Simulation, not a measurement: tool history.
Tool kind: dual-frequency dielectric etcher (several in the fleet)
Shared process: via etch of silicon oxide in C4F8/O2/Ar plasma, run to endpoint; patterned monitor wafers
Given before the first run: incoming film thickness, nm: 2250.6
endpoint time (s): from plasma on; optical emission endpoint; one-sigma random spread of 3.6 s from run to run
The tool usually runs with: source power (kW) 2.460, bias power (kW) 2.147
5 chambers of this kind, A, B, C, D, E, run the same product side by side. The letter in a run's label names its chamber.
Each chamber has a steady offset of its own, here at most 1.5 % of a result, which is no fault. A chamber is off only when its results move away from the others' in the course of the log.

run   hour  source power (kW)  bias power (kW)  endpoint time (s)
 1E    5.7              2.460            2.147             413.37
 2C   10.7              2.460            2.147             406.88
 3D   15.9              2.460            2.147             399.37
 4B   20.9              2.460            2.147             405.20
 5A   26.8              2.460            2.147             397.35
 6B   30.3              2.460            2.147             399.78
 7D   34.0              2.460            2.147             397.12
 8A   37.6              2.460            2.147             397.55
 9E   42.1              2.460            2.147             407.94
10C   46.5              2.460            2.147             405.59
11B   50.5              2.460            2.147             402.75
12C   54.9              2.460            2.147             396.27
13A   58.9              2.460            2.147             398.84
14D   63.4              2.460            2.147             394.00
15E   67.7              2.460            2.147             404.05
      72.2  -- chamber A: bias power generator calibrated
16A   73.0              2.460            2.147             401.36
17E   78.9              2.690            1.736             412.67
18D   82.2              2.690            1.736             413.25
19C   85.1              2.690            1.736             410.14
20B   89.5              2.690            1.736             409.77
21A   93.7              2.690            1.736             410.43
22E   98.9              3.020            2.581             347.76
23B  104.5              3.020            2.581             352.87
24C  109.2              3.020            2.581             352.89
25D  113.9              3.020            2.581             351.53
26E  118.2              3.020            2.581             349.82
27A  122.8              2.460            2.147             398.26
28C  127.2              2.460            2.147             404.37
29D  131.9              2.460            2.147             398.40
30B  136.9              2.460            2.147             393.23
31C  142.1              2.460            2.147             401.59
32E  147.2              2.670            2.147             398.16
33D  151.5              2.670            2.147             389.30
34B  155.0              2.670            2.147             386.35
35A  158.8              2.670            2.147             375.00
36E  162.7              2.670            2.147             390.12
37B  167.9              2.460            2.588             382.01
38C  171.7              2.460            2.588             376.86
39A  177.6              2.460            2.588             381.28
40D  180.9              2.460            2.588             374.77
41A  183.9              2.460            2.588             374.20

Decide between three cases: one chamber stands off from its peers, the gauge reading all wafers drifts, or nothing is wrong past each chamber's small offset. Where a chamber is off, say which and what most likely put it there.

Beyond each chamber's small constant offset nothing stands out, and the gauge stays steady.
